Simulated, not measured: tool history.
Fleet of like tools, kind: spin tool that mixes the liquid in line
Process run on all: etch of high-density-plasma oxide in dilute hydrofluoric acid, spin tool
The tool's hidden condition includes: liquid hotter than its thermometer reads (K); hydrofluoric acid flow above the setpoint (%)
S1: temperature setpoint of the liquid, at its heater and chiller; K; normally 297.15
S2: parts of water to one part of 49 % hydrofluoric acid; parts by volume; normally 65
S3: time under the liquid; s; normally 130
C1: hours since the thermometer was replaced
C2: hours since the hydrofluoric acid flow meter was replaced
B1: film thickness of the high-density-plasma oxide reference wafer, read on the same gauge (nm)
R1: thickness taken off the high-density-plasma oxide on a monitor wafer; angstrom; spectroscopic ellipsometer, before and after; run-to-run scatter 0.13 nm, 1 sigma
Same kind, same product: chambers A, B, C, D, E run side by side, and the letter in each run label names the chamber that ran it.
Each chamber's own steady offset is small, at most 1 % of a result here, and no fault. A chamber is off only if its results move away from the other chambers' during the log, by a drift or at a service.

run   hour      S1  S2   S3      C1      C2      B1      R1
 1B   10.2  297.15  65  130   500.3  1315.3  99.987  168.76
 2C   21.1  297.15  65  130    22.9   274.8  99.967   170.7
 3E     30  297.15  65  130    34.5   892.2  100.01  166.96
 4D   43.3  297.15  65  130  1321.5   768.7  100.03  167.25
 5A   52.9  297.15  65  130   992.5   300.7  99.969   169.8
 6A   63.3  297.15  65  130  1002.9   311.1  99.976  169.09
      74.2  -- chamber D: hydrofluoric acid flow meter replaced
 7D   75.9  297.15  65  130  1354.1     1.8  99.982  167.58
 8E   88.1  297.15  65  130    92.6   950.3  99.994  166.44
 9B   97.8  297.15  65  130   587.9  1402.9  99.949  169.11
10C  105.9  297.15  65  130   107.7   359.6  100.01  169.96
11A  113.9  297.15  65  130  1053.5   361.7     100   171.1
12B  122.8  293.65  40  130   612.9  1427.9  99.997  242.98
13D  133.1  293.65  40  130  1411.3      59  99.996  243.25
14C  139.7  293.65  40  130   141.5   393.4  99.996  245.01
15E  145.9  293.65  40  130   150.4  1008.1  100.02  246.37
16A  158.2  293.65  40  130  1097.8     406  99.997  254.06
17C  164.4  297.15  65  130   166.2   418.1  100.04  169.09
18E  176.4  297.15  65  130   180.9  1038.6  100.02  167.37
19B  187.8  297.15  65  130   677.9  1492.9   99.98  167.94
     192.8  -- chamber B: hydrofluoric acid flow meter replaced
20D  199.7  297.15  65  130  1477.9   125.6  99.986  165.88
21B  209.1  297.15  65  130   699.2    16.3  99.981   165.4
22E  219.1  297.15  65   50   223.6  1081.3     100  64.701
23C  228.3  297.15  65   50   230.1     482  100.04  64.805
24A    235  297.15  65   50  1174.6   482.8  100.01  67.636
25D  245.8  297.15  65   50    1524   171.7  100.01  63.924
26E  253.5  297.15  65   50     258  1115.7     100  65.305
27C  260.2  297.15  65  130     262   513.9  100.03   168.7
28A  269.5  297.15  65  130  1209.1   517.3  99.982  179.37
29D  281.8  297.15  80  195    1560   207.7  99.998     200
30B  289.5  297.15  80  195   779.6    96.7  99.982  202.06

For the next run the whole fleet of 5 chambers uses the same settings. Give each chamber's results:
31A  299.2  297.15  55  130               ?
31B  299.2  297.15  55  130               ?
31C  299.2  297.15  55  130               ?
31D  299.2  297.15  55  130               ?
31E  299.2  297.15  55  130               ?

run      R1
31A   213.8
31B  197.67
31C  202.85
31D  202.71
31E  203.55
